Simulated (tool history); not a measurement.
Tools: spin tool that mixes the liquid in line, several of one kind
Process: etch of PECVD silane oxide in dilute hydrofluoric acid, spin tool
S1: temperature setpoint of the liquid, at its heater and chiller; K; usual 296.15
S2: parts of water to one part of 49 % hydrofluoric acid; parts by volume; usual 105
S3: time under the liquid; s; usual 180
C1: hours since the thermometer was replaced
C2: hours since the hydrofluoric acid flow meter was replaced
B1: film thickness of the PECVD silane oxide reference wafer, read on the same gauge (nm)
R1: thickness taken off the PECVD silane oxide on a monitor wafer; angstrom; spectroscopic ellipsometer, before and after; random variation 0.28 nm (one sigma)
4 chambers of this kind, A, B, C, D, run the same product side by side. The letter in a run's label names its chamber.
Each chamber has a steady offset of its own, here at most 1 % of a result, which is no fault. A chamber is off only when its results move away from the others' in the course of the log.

run 1C hour=12.0 | S1=296.15 S2=105 S3=180 | C1=325.9 C2=435.1 | B1=29.981 | R1=484.06
run 2D hour=26.1 | S1=296.15 S2=105 S3=180 | C1=156.1 C2=744.6 | B1=29.978 | R1=479.52
run 3A hour=39.2 | S1=296.15 S2=105 S3=180 | C1=249.8 C2=170.1 | B1=30.003 | R1=488.02
run 4B hour=48.0 | S1=296.15 S2=105 S3=180 | C1=99.0 C2=1765.9 | B1=29.979 | R1=478.55
run 5C hour=54.9 | S1=296.15 S2=105 S3=180 | C1=368.8 C2=478.0 | B1=29.974 | R1=481.42
run 6B hour=63.0 | S1=296.15 S2=105 S3=180 | C1=114.0 C2=1780.9 | B1=29.999 | R1=477.48
run 7D hour=72.9 | S1=296.15 S2=105 S3=180 | C1=202.9 C2=791.4 | B1=29.986 | R1=479.77
run 8A hour=84.4 | S1=296.15 S2=105 S3=180 | C1=295.0 C2=215.3 | B1=30.004 | R1=485.51
run 9D hour=96.0 | S1=291.65 S2=105 S3=285 | C1=226.0 C2=814.5 | B1=29.952 | R1=640.01
run 10B hour=102.5 | S1=291.65 S2=105 S3=285 | C1=153.5 C2=1820.4 | B1=29.955 | R1=638.98
run 11C hour=109.8 | S1=291.65 S2=105 S3=285 | C1=423.7 C2=532.9 | B1=29.962 | R1=633.13
run 12A hour=120.8 | S1=291.65 S2=105 S3=285 | C1=331.4 C2=251.7 | B1=30.032 | R1=639.08
run 13D hour=129.6 | S1=296.15 S2=105 S3=270 | C1=259.6 C2=848.1 | B1=30.003 | R1=730.20
run 14B hour=137.5 | S1=296.15 S2=105 S3=270 | C1=188.5 C2=1855.4 | B1=30.005 | R1=721.05
run 15C hour=147.4 | S1=296.15 S2=105 S3=270 | C1=461.3 C2=570.5 | B1=29.999 | R1=725.62
run 16A hour=160.6 | S1=296.15 S2=105 S3=270 | C1=371.2 C2=291.5 | B1=29.985 | R1=724.34
run 17B hour=170.4 | S1=296.15 S2=105 S3=180 | C1=221.4 C2=1888.3 | B1=30.014 | R1=480.42
run 18D hour=179.7 | S1=296.15 S2=105 S3=180 | C1=309.7 C2=898.2 | B1=29.966 | R1=498.00
run 19C hour=189.4 | S1=296.15 S2=105 S3=180 | C1=503.3 C2=612.5 | B1=29.998 | R1=479.95
run 20A hour=203.2 | S1=296.15 S2=125 S3=265 | C1=413.8 C2=334.1 | B1=30.048 | R1=581.40
run 21A hour=212.5 | S1=296.15 S2=125 S3=265 | C1=423.1 C2=343.4 | B1=29.990 | R1=584.77
run 22C hour=221.8 | S1=296.15 S2=125 S3=265 | C1=535.7 C2=644.9 | B1=30.006 | R1=574.75
run 23B hour=228.9 | S1=296.15 S2=125 S3=265 | C1=279.9 C2=1946.8 | B1=30.027 | R1=581.64
run 24D hour=242.1 | S1=296.15 S2=105 S3=180 | C1=372.1 C2=960.6 | B1=29.967 | R1=511.61
run 25D hour=251.5 | S1=296.15 S2=140 S3=275 | C1=381.5 C2=970.0 | B1=30.007 | R1=564.57
run 26C hour=261.0 | S1=296.15 S2=140 S3=275 | C1=574.9 C2=684.1 | B1=30.006 | R1=525.28

What goes on in this fleet: one chamber off, a drifting gauge, or nothing beyond the chambers' own small offsets? Name the chamber and the cause, if any.

Chamber D drifts away from the others.
Cause: hydrofluoric acid flow above the setpoint (%) = 6.93.
The log may not tell that from: liquid hotter than its thermometer reads (K).

Here are 4 candidates for chamber D's next run, each the usual settings with a change, their results left as question marks. Which one brings its results back in line with what the others give on the usual settings?
In line means no further than this from the other chambers' mean on the usual settings: R1 9.70 angstrom
run 27D-1 hour=271.6 | S1=299.15 S2=105 S3=180 | R1=?
run 27D-2 hour=271.6 | S1=297.65 S2=105 S3=180 | R1=?
run 27D-3 hour=271.6 | S1=295.65 S2=115 S3=180 | R1=?
run 27D-4 hour=271.6 | S1=294.65 S2=105 S3=180 | R1=?

The other chambers' mean on the usual settings: R1 481.87 angstrom
run=27D-1 R1=577.63
run=27D-2 R1=545.02
run=27D-3 R1=455.29
run=27D-4 R1=483.88
27D-4 brings the chamber back in line.
